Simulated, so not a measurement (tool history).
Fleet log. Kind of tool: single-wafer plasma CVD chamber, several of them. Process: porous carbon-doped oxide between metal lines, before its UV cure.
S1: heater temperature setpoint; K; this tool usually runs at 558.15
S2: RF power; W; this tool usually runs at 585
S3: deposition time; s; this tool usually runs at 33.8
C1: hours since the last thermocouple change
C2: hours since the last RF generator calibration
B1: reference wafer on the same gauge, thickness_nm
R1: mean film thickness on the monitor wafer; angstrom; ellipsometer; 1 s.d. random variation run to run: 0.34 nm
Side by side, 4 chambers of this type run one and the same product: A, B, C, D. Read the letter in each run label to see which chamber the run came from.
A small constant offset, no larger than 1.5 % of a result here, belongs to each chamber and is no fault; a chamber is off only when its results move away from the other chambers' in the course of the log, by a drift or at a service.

run 1D hour=5.2 | S1=558.15 S2=585 S3=33.8 | C1=1258.3 C2=430.1 | B1=185.98 | R1=2220.3
run 2B hour=12.5 | S1=558.15 S2=585 S3=33.8 | C1=902.6 C2=153.6 | B1=186.04 | R1=2199.2
run 3A hour=21.1 | S1=558.15 S2=585 S3=33.8 | C1=1392.4 C2=1415.7 | B1=186.11 | R1=2179.3
run 4C hour=25.5 | S1=558.15 S2=585 S3=33.8 | C1=318.5 C2=412.2 | B1=186.1 | R1=2202.3
run 5D hour=35.6 | S1=558.15 S2=585 S3=33.8 | C1=1288.7 C2=460.5 | B1=186.13 | R1=2226.1
run 6C hour=45.1 | S1=558.15 S2=585 S3=33.8 | C1=338.1 C2=431.8 | B1=186.14 | R1=2207.8
run 7A hour=52.8 | S1=558.15 S2=585 S3=33.8 | C1=1424.1 C2=1447.4 | B1=186.24 | R1=2181.9
run 8B hour=59.1 | S1=558.15 S2=585 S3=33.8 | C1=949.2 C2=200.2 | B1=186.32 | R1=2202.3
run 9C hour=64.6 | S1=558.15 S2=585 S3=33.8 | C1=357.6 C2=451.3 | B1=186.28 | R1=2210.5
run 10B hour=73.2 | S1=558.15 S2=670 S3=33.8 | C1=963.3 C2=214.3 | B1=186.28 | R1=2409
run 11D hour=79.8 | S1=558.15 S2=670 S3=33.8 | C1=1332.9 C2=504.7 | B1=186.39 | R1=2440.3
run 12A hour=88.7 | S1=558.15 S2=670 S3=33.8 | C1=1460 C2=1483.3 | B1=186.34 | R1=2385.4
run 13D hour=96.9 | S1=558.15 S2=670 S3=33.8 | C1=1350 C2=521.8 | B1=186.38 | R1=2439.3
run 14C hour=105.2 | S1=558.15 S2=585 S3=33.8 | C1=398.2 C2=491.9 | B1=186.44 | R1=2208.6
run 15A hour=111.4 | S1=558.15 S2=585 S3=33.8 | C1=1482.7 C2=1506 | B1=186.48 | R1=2178.4
run 16B hour=119.3 | S1=558.15 S2=625 S3=37.9 | C1=1009.4 C2=260.4 | B1=186.48 | R1=2577.8
run 17C hour=127.4 | S1=558.15 S2=625 S3=37.9 | C1=420.4 C2=514.1 | B1=186.5 | R1=2570.8
run 18B hour=136.5 | S1=558.15 S2=625 S3=37.9 | C1=1026.6 C2=277.6 | B1=186.55 | R1=2578.8
run 19D hour=141.1 | S1=558.15 S2=625 S3=37.9 | C1=1394.2 C2=566 | B1=186.61 | R1=2595.7
run 20A hour=150.9 | S1=558.15 S2=585 S3=33.8 | C1=1522.2 C2=1545.5 | B1=186.68 | R1=2195.8
run 21D hour=157 | S1=565.15 S2=585 S3=38.3 | C1=1410.1 C2=581.9 | B1=186.64 | R1=2421.2
run 22B hour=164.7 | S1=565.15 S2=585 S3=38.3 | C1=1054.8 C2=305.8 | B1=186.6 | R1=2392.8
run 23C hour=173.2 | S1=565.15 S2=585 S3=38.3 | C1=466.2 C2=559.9 | B1=186.7 | R1=2401.6
run 24A hour=180.4 | S1=565.15 S2=585 S3=38.3 | C1=1551.7 C2=1575 | B1=186.81 | R1=2364.2
run 25A hour=187.8 | S1=558.15 S2=585 S3=33.8 | C1=1559.1 C2=1582.4 | B1=186.72 | R1=2190.6
run 26C hour=197.2 | S1=558.15 S2=585 S3=33.8 | C1=490.2 C2=583.9 | B1=186.85 | R1=2213.1
run 27B hour=203.5 | S1=558.15 S2=585 S3=33.8 | C1=1093.6 C2=344.6 | B1=186.9 | R1=2214.1
run 28D hour=213 | S1=558.15 S2=585 S3=33.8 | C1=1466.1 C2=637.9 | B1=186.84 | R1=2230.3
run 29D hour=218.6 | S1=558.15 S2=585 S3=33.8 | C1=1471.7 C2=643.5 | B1=186.97 | R1=2235.4
run 30A hour=228.1 | S1=558.15 S2=585 S3=33.8 | C1=1599.4 C2=1622.7 | B1=186.92 | R1=2189.6
run 31C hour=237.8 | S1=558.15 S2=585 S3=33.8 | C1=530.8 C2=624.5 | B1=187.08 | R1=2210.8
run 32B hour=243 | S1=558.15 S2=585 S3=33.8 | C1=1133.1 C2=384.1 | B1=187.05 | R1=2211.7
run 33D hour=250.3 | S1=558.15 S2=585 S3=33.8 | C1=1503.4 C2=675.2 | B1=187.08 | R1=2234.2
run 34B hour=256 | S1=558.15 S2=585 S3=33.8 | C1=1146.1 C2=397.1 | B1=187.17 | R1=2218.1
-- hour=262.4 chamber A: RF generator calibrated
run 35A hour=263.9 | S1=558.15 S2=585 S3=33.8 | C1=1635.2 C2=1.6 | B1=187.11 | R1=2193.5
run 36C hour=269.2 | S1=558.15 S2=585 S3=33.8 | C1=562.2 C2=655.9 | B1=187.24 | R1=2214.7
run 37D hour=275.4 | S1=558.15 S2=585 S3=33.8 | C1=1528.5 C2=700.3 | B1=187.21 | R1=2242.6

Next, all 4 chambers run the settings below, one line each with question marks for the results. What does each chamber give?
run 38A hour=282.6 | S1=552.15 S2=585 S3=33.8 | R1=?
run 38B hour=282.6 | S1=552.15 S2=585 S3=33.8 | R1=?
run 38C hour=282.6 | S1=552.15 S2=585 S3=33.8 | R1=?
run 38D hour=282.6 | S1=552.15 S2=585 S3=33.8 | R1=?

run=38A R1=2279.2
run=38B R1=2296.9
run=38C R1=2307.4
run=38D R1=2320.5
